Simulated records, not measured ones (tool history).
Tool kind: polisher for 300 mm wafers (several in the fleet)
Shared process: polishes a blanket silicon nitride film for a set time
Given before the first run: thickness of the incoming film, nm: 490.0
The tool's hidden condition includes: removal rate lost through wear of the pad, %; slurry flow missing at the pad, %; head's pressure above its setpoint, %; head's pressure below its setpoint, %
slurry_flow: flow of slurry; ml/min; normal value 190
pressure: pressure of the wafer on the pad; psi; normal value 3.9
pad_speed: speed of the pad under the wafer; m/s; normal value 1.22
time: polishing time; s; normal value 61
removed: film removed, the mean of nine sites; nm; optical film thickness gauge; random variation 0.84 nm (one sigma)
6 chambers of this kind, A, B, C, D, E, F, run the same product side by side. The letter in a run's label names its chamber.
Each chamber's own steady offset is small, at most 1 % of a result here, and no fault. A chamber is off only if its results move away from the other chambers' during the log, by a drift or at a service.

run   hour  slurry_flow  pressure  pad_speed  time  wafers polished on this pad  hours since the slurry nozzle was cleaned  hours since the head pressure was calibrated  removed
       2.3  -- chamber A: slurry nozzle cleaned
 1B    8.4          190       3.9       1.22    61                          365                                      466.0                                         840.8  112.000
      14.5  -- chamber D: worn pad replaced by a new one
      14.5  -- chamber F: slurry nozzle cleaned
 2D   15.9          190       3.9       1.22    61                           11                                      496.9                                         214.6  110.480
 3C   23.7          190       3.9       1.22    61                          537                                      244.8                                         667.4  111.460
 4F   30.6          190       3.9       1.22    61                          856                                       16.2                                         193.3  110.160
      33.0  -- chamber C: worn pad replaced by a new one
 5A   36.1          190       3.9       1.22    61                          731                                       33.8                                         935.5  111.740
 6E   42.0          190       3.9       1.22    61                          354                                      132.4                                         633.2  111.320
      50.4  -- chamber B: worn pad replaced by a new one
 7D   50.9          145       3.9       1.22    61                          290                                      531.9                                         249.6  106.290
 8A   61.4          145       3.9       1.22    61                          933                                       59.1                                         960.8  106.010
      66.7  -- chamber A: worn pad replaced by a new one
      70.5  -- chamber F: worn pad replaced by a new one
 9C   71.6          145       3.9       1.22    61                          307                                      292.7                                         715.3  106.730
10E   80.3          145       3.9       1.22    61                          660                                      170.7                                         671.5  106.800
      83.4  -- chamber E: worn pad replaced by a new one
      85.4  -- chamber D: worn pad replaced by a new one
11F   90.1          145       3.9       1.22    61                          156                                       75.7                                         252.8  105.710
      97.9  -- chamber C: worn pad replaced by a new one
12B   98.7          145       3.9       1.22    61                          385                                      556.3                                         931.1  106.560
     104.9  -- chamber B: head pressure recalibrated
13F  107.2          190       3.9       1.22    61                          292                                       92.8                                         269.9  111.640
14C  117.5          190       3.9       1.22    61                          156                                      338.6                                         761.2  110.130
     120.7  -- chamber B: worn pad replaced by a new one
15B  125.7          190       3.9       1.22    61                           40                                      583.3                                          20.8  112.970
16E  135.3          190       3.9       1.22    61                          414                                      225.7                                         726.5  112.150
17D  140.3          225       3.9       1.22    61                          438                                      621.3                                         339.0  112.900
     143.1  -- chamber D: worn pad replaced by a new one
18A  148.1          225       3.9       1.22    61                          648                                      145.8                                        1047.5  113.700
19C  155.3          225       3.9       1.22    61                          458                                      376.4                                         799.0  113.590
     158.3  -- chamber C: worn pad replaced by a new one
     160.8  -- chamber A: head pressure recalibrated
20D  163.6          225       3.9       1.22    61                          163                                      644.6                                         362.3  112.240
21F  172.1          225       3.9       1.22    61                          809                                      157.7                                         334.8  114.080
     177.4  -- chamber E: worn pad replaced by a new one
22E  177.4          225       3.9       1.22    61                            0                                      267.8                                         768.6  115.700
23B  186.3          190       3.9       1.22    61                          523                                      643.9                                          81.4  112.050
     190.8  -- chamber A: worn pad replaced by a new one
     191.4  -- chamber B: worn pad replaced by a new one
24A  196.5          190       3.9       1.22    61                           46                                      194.2                                          35.7  122.980
     203.4  -- chamber C: slurry nozzle cleaned
     204.8  -- chamber D: worn pad replaced by a new one
25A  206.3          190       3.9       1.22    61                          124                                      204.0                                          45.5  123.220
     210.1  -- chamber B: slurry nozzle cleaned
26C  214.4          190       3.9       0.84    46                          447                                       11.0                                         858.1   62.563
27E  220.0          190       3.9       0.84    46                          340                                      310.4                                         811.2   63.036
     224.2  -- chamber E: slurry nozzle cleaned
28B  225.2          190       3.9       0.84    46                          269                                       15.1                                         120.3   62.104
29F  229.8          190       3.9       0.84    46                         1269                                      215.4                                         392.5   61.288
     231.7  -- chamber C: worn pad replaced by a new one
30D  236.1          190       3.9       0.84    46                          250                                      717.1                                         434.8   61.771
31C  242.2          190       3.9       0.84    46                           84                                       38.8                                         885.9   61.386
32B  250.2          190       3.9       1.22    61                          468                                       40.1                                         145.3  111.320
     251.3  -- chamber F: worn pad replaced by a new one
33F  254.8          190       3.9       1.22    61                           28                                      240.4                                         417.5  109.800
     257.8  -- chamber E: worn pad replaced by a new one
34D  261.9          190       3.9       1.22    61                          455                                      742.9                                         460.6  111.340
35E  269.4          190       3.9       0.94    61                           93                                       45.3                                         860.6   90.658
     274.9  -- chamber D: worn pad replaced by a new one
36A  278.5          190       3.9       0.94    61                          699                                      276.2                                         117.7  100.810
37D  283.1          190       3.9       0.94    61                           65                                      764.1                                         481.8   89.648
38C  293.0          190       3.9       0.94    61                          488                                       89.6                                         936.7   90.603
39F  298.2          190       3.9       0.94    61                          373                                      283.8                                         460.9   90.205

For the next run the whole fleet of 6 chambers uses the same settings. Give each chamber's results:
40A  305.9          190       3.4       1.22    61                                                                                                                              ?
40B  305.9          190       3.4       1.22    61                                                                                                                              ?
40C  305.9          190       3.4       1.22    61                                                                                                                              ?
40D  305.9          190       3.4       1.22    61                                                                                                                              ?
40E  305.9          190       3.4       1.22    61                                                                                                                              ?
40F  305.9          190       3.4       1.22    61                                                                                                                              ?

run  removed
40A  106.500
40B   97.717
40C   97.138
40D   96.817
40E   96.954
40F   96.226
